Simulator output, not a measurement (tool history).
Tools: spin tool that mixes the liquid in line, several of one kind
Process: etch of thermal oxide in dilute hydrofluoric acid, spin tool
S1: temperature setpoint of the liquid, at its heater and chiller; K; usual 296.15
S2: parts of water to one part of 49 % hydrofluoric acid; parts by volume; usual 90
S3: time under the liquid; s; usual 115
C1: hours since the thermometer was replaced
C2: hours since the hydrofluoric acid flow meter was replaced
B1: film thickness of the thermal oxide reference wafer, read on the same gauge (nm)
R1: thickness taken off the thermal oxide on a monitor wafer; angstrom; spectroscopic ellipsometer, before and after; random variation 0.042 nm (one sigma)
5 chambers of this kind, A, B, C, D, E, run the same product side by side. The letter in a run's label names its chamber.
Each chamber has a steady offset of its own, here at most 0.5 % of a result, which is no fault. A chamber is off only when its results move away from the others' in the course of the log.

Run 1E, hour 13.4: usual settings; C1 334.8; C2 433.7; B1 59.998. Result: R1 57.604 angstrom.
Run 2A, hour 19.8: usual settings; C1 2227.1; C2 330.4; B1 59.988. Result: R1 58.730 angstrom.
Run 3B, hour 31.0: usual settings; C1 1694.2; C2 1492.6; B1 60.001. Result: R1 57.572 angstrom.
Run 4D, hour 39.7: usual settings; C1 127.4; C2 1010.6; B1 60.021. Result: R1 58.259 angstrom.
Run 5C, hour 46.3: usual settings; C1 274.8; C2 1837.6; B1 59.962. Result: R1 58.508 angstrom.
Run 6E, hour 55.5: usual settings; C1 376.9; C2 475.8; B1 60.010. Result: R1 57.971 angstrom.
Run 7C, hour 65.4: usual settings; C1 293.9; C2 1856.7; B1 60.003. Result: R1 58.468 angstrom.
Run 8D, hour 72.3: usual settings; C1 160.0; C2 1043.2; B1 60.002. Result: R1 57.931 angstrom.
Run 9B, hour 83.7: usual settings; C1 1746.9; C2 1545.3; B1 59.976. Result: R1 59.239 angstrom.
Run 10A, hour 91.7: usual settings; C1 2299.0; C2 402.3; B1 60.001. Result: R1 59.214 angstrom.
Run 11E, hour 99.5: usual settings; C1 420.9; C2 519.8; B1 59.997. Result: R1 58.023 angstrom.
Run 12D, hour 107.3: usual settings; C1 195.0; C2 1078.2; B1 60.004. Result: R1 58.252 angstrom.
Run 13B, hour 119.9: usual settings; C1 1783.1; C2 1581.5; B1 59.992. Result: R1 59.078 angstrom.
Run 14A, hour 127.3: usual settings; C1 2334.6; C2 437.9; B1 59.993. Result: R1 58.938 angstrom.
At hour 138.3: chamber B: hydrofluoric acid flow meter replaced.
Run 15C, hour 139.9: usual settings; C1 368.4; C2 1931.2; B1 59.998. Result: R1 58.670 angstrom.
Run 16E, hour 147.8: usual settings; C1 469.2; C2 568.1; B1 59.976. Result: R1 58.068 angstrom.
Run 17D, hour 158.4: usual settings; C1 246.1; C2 1129.3; B1 60.004. Result: R1 58.222 angstrom.
Run 18A, hour 166.1: usual settings but S2 50 parts by volume, S3 145 s; C1 2373.4; C2 476.7; B1 59.993. Result: R1 141.090 angstrom.
Run 19C, hour 172.5: usual settings but S2 50 parts by volume, S3 145 s; C1 401.0; C2 1963.8; B1 59.998. Result: R1 140.470 angstrom.
Run 20B, hour 180.7: usual settings but S2 50 parts by volume, S3 145 s; C1 1843.9; C2 42.4; B1 60.012. Result: R1 139.130 angstrom.
Run 21B, hour 189.4: usual settings but S2 50 parts by volume, S3 145 s; C1 1852.6; C2 51.1; B1 59.998. Result: R1 138.860 angstrom.
At hour 192.4: chamber E: hydrofluoric acid flow meter replaced.
Run 22E, hour 200.7: usual settings but S2 50 parts by volume, S3 145 s; C1 522.1; C2 8.3; B1 59.981. Result: R1 142.200 angstrom.
Run 23D, hour 213.6: usual settings; C1 301.3; C2 1184.5; B1 59.986. Result: R1 57.818 angstrom.
Run 24A, hour 226.4: usual settings; C1 2433.7; C2 537.0; B1 59.991. Result: R1 57.553 angstrom.
Run 25C, hour 235.5: usual settings; C1 464.0; C2 2026.8; B1 60.011. Result: R1 58.461 angstrom.
Run 26B, hour 245.4: usual settings; C1 1908.6; C2 107.1; B1 59.983. Result: R1 58.757 angstrom.
Run 27A, hour 259.0: usual settings; C1 2466.3; C2 569.6; B1 59.981. Result: R1 57.014 angstrom.
Run 28C, hour 267.1: usual settings; C1 495.6; C2 2058.4; B1 59.983. Result: R1 58.750 angstrom.
At hour 267.7: chamber C: hydrofluoric acid flow meter replaced.
Run 29D, hour 276.0: usual settings; C1 363.7; C2 1246.9; B1 60.012. Result: R1 57.638 angstrom.
Run 30E, hour 289.5: usual settings; C1 610.9; C2 97.1; B1 59.964. Result: R1 58.285 angstrom.
Run 31E, hour 296.1: usual settings; C1 617.5; C2 103.7; B1 59.989. Result: R1 58.797 angstrom.
Run 32C, hour 304.3: usual settings; C1 532.8; C2 36.6; B1 60.002. Result: R1 58.072 angstrom.
Run 33B, hour 312.8: usual settings; C1 1976.0; C2 174.5; B1 59.990. Result: R1 58.665 angstrom.
At hour 317.4: chamber C: thermometer replaced.
Run 34A, hour 319.5: usual settings; C1 2526.8; C2 630.1; B1 59.992. Result: R1 55.237 angstrom.
Run 35D, hour 327.1: usual settings; C1 414.8; C2 1298.0; B1 60.006. Result: R1 58.289 angstrom.
Run 36C, hour 340.5: usual settings; C1 23.1; C2 72.8; B1 60.004. Result: R1 58.448 angstrom.
Run 37E, hour 346.9: usual settings; C1 668.3; C2 154.5; B1 60.015. Result: R1 58.855 angstrom.
Run 38D, hour 360.5: usual settings but S1 299.65 K, S2 60 parts by volume; C1 448.2; C2 1331.4; B1 60.001. Result: R1 103.450 angstrom.
Run 39A, hour 374.0: usual settings but S1 299.65 K, S2 60 parts by volume; C1 2581.3; C2 684.6; B1 60.009. Result: R1 97.556 angstrom.
Run 40B, hour 382.4: usual settings but S1 299.65 K, S2 60 parts by volume; C1 2045.6; C2 244.1; B1 59.972. Result: R1 105.840 angstrom.
Run 41E, hour 391.1: usual settings but S1 299.65 K, S2 60 parts by volume; C1 712.5; C2 198.7; B1 59.979. Result: R1 104.950 angstrom.

Next, every chamber runs the same settings. What will each give?
Run 42A, hour 400.8: usual settings. Result: R1 ?.
Run 42B, hour 400.8: usual settings. Result: R1 ?.
Run 42C, hour 400.8: usual settings. Result: R1 ?.
Run 42D, hour 400.8: usual settings. Result: R1 ?.
Run 42E, hour 400.8: usual settings. Result: R1 ?.

run      R1
42A  54.116
42B  58.624
42C  58.113
42D  57.529
42E  58.287
